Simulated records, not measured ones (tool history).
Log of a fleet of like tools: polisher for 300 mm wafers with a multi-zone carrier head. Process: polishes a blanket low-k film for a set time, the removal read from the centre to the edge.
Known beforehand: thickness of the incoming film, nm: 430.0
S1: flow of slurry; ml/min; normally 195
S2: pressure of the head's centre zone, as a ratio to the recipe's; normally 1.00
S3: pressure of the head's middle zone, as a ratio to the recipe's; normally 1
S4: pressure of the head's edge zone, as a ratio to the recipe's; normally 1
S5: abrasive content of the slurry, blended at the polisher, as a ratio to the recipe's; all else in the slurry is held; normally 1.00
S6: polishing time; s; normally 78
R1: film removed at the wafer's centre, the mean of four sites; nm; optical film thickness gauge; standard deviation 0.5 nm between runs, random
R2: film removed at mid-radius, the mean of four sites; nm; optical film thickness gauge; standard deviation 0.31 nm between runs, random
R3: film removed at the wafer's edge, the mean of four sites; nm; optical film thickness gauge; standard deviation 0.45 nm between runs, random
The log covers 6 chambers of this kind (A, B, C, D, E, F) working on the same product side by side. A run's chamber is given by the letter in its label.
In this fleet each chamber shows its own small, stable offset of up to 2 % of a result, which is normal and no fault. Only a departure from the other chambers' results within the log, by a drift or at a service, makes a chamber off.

run	hour	S1	S2	S3	S4	S5	S6	R1	R2	R3
# hour 5.1: chamber C: slurry nozzle cleaned
1D	5.4	195	1.00	1	1	1.00	78	39.995	41.311	41.144
2C	11.7	195	1.00	1	1	1.00	78	41.877	40.912	41.753
# hour 15.6: chamber B: worn pad replaced by a new one
3A	16.8	195	1.00	1	1	1.00	78	40.674	41.029	40.474
4F	23.3	195	1.00	1	1	1.00	78	41.001	41.007	40.706
# hour 24.7: chamber C: worn pad replaced by a new one
5B	28.1	195	1.00	1	1	1.00	78	41.236	41.152	40.862
6E	32.0	195	1.00	1	1	1.00	78	41.240	41.191	41.338
# hour 33.8: chamber D: slurry nozzle cleaned
7E	37.0	195	1.00	1	1	1.00	78	40.542	41.222	41.185
8C	44.0	195	1.00	1	1	1.00	78	41.829	40.390	40.725
# hour 49.5: chamber D: worn pad replaced by a new one
9D	50.7	195	1.00	1	1	1.00	78	40.900	41.630	41.433
# hour 54.2: chamber F: worn pad replaced by a new one
10A	54.2	260	1.00	1	1	1.00	102	55.740	55.420	53.771
# hour 54.4: chamber A: worn pad replaced by a new one
11B	58.8	260	1.00	1	1	1.00	102	55.356	55.430	55.385
12F	63.8	260	1.00	1	1	1.00	102	56.655	55.294	56.021
# hour 70.1: chamber B: slurry nozzle cleaned
# hour 70.4: chamber E: worn pad replaced by a new one
13A	70.9	260	1.00	1	1	1.00	102	54.992	55.242	54.586
14D	75.6	260	1.00	1	1	1.00	102	56.418	56.619	56.023
15C	80.0	260	1.00	1	1	1.00	102	56.514	55.901	54.158
16E	87.0	195	1.00	1	1	0.75	78	35.630	36.346	35.931
# hour 92.6: chamber C: worn pad replaced by a new one
17B	93.4	195	1.00	1	1	0.75	78	35.664	35.864	35.294
18F	99.3	195	1.00	1	1	0.75	78	35.036	35.577	35.271
19C	104.1	195	1.00	1	1	0.75	78	36.771	35.183	34.867
20D	108.0	195	1.00	1	1	0.75	78	36.042	35.799	36.587
21A	114.7	195	1.00	1	1	0.75	78	34.875	34.571	36.018
# hour 117.5: chamber F: centre zone pressure recalibrated
22F	118.8	195	0.94	1	1	1.00	78	38.096	40.682	40.825
23B	123.0	195	0.94	1	1	1.00	78	37.418	40.532	40.104
# hour 127.8: chamber B: worn pad replaced by a new one
24E	128.9	195	0.94	1	1	1.00	78	37.590	41.541	41.879
# hour 131.1: chamber F: slurry nozzle cleaned
25C	134.7	195	0.94	1	1	1.00	78	39.020	40.932	40.658
# hour 140.0: chamber A: worn pad replaced by a new one
26A	140.9	195	0.94	1	1	1.00	78	37.093	39.853	39.838
27D	147.2	195	0.94	1	1	1.00	78	38.461	41.774	41.040
28B	152.9	195	1.00	1	1	1.00	78	40.061	41.041	41.002
# hour 155.7: chamber C: worn pad replaced by a new one
29E	157.5	195	1.00	1	1	1.00	78	40.439	42.012	41.850
30F	164.1	195	1.00	1	1	1.00	78	41.833	41.154	41.453
# hour 167.0: chamber D: worn pad replaced by a new one
31C	169.8	195	1.00	1	1	1.00	78	42.428	40.974	40.178
# hour 170.1: chamber F: worn pad replaced by a new one
32D	176.6	195	1.00	1	1	1.00	78	40.662	41.355	41.100
33A	182.4	195	1.00	1	1	1.00	78	38.953	39.011	39.413
34E	187.4	195	1.00	1	1	1.00	78	41.169	41.327	41.551
35B	192.4	265	1.00	1	1	1.00	54	29.199	29.537	29.017
# hour 193.7: chamber E: worn pad replaced by a new one
36F	195.7	265	1.00	1	1	1.00	54	30.163	29.455	29.728
37E	201.2	265	1.00	1	1	1.00	54	29.728	29.951	30.280
38D	205.8	265	1.00	1	1	1.00	54	29.326	29.754	29.213
39F	211.1	265	1.00	1	1	1.00	54	29.606	29.227	29.673
40C	215.3	265	1.00	1	1	1.00	54	29.607	29.386	28.947

Each of the 6 chambers runs these same settings next. Fill in every chamber's results:
41A	220.4	195	1.00	1	1	1.00	78	?	?	?
41B	220.4	195	1.00	1	1	1.00	78	?	?	?
41C	220.4	195	1.00	1	1	1.00	78	?	?	?
41D	220.4	195	1.00	1	1	1.00	78	?	?	?
41E	220.4	195	1.00	1	1	1.00	78	?	?	?
41F	220.4	195	1.00	1	1	1.00	78	?	?	?

run	R1	R2	R3
41A	39.038	38.150	39.222
41B	40.509	41.431	40.567
41C	41.440	40.850	40.691
41D	40.959	41.272	40.557
41E	41.361	40.809	41.493
41F	41.007	40.835	41.045
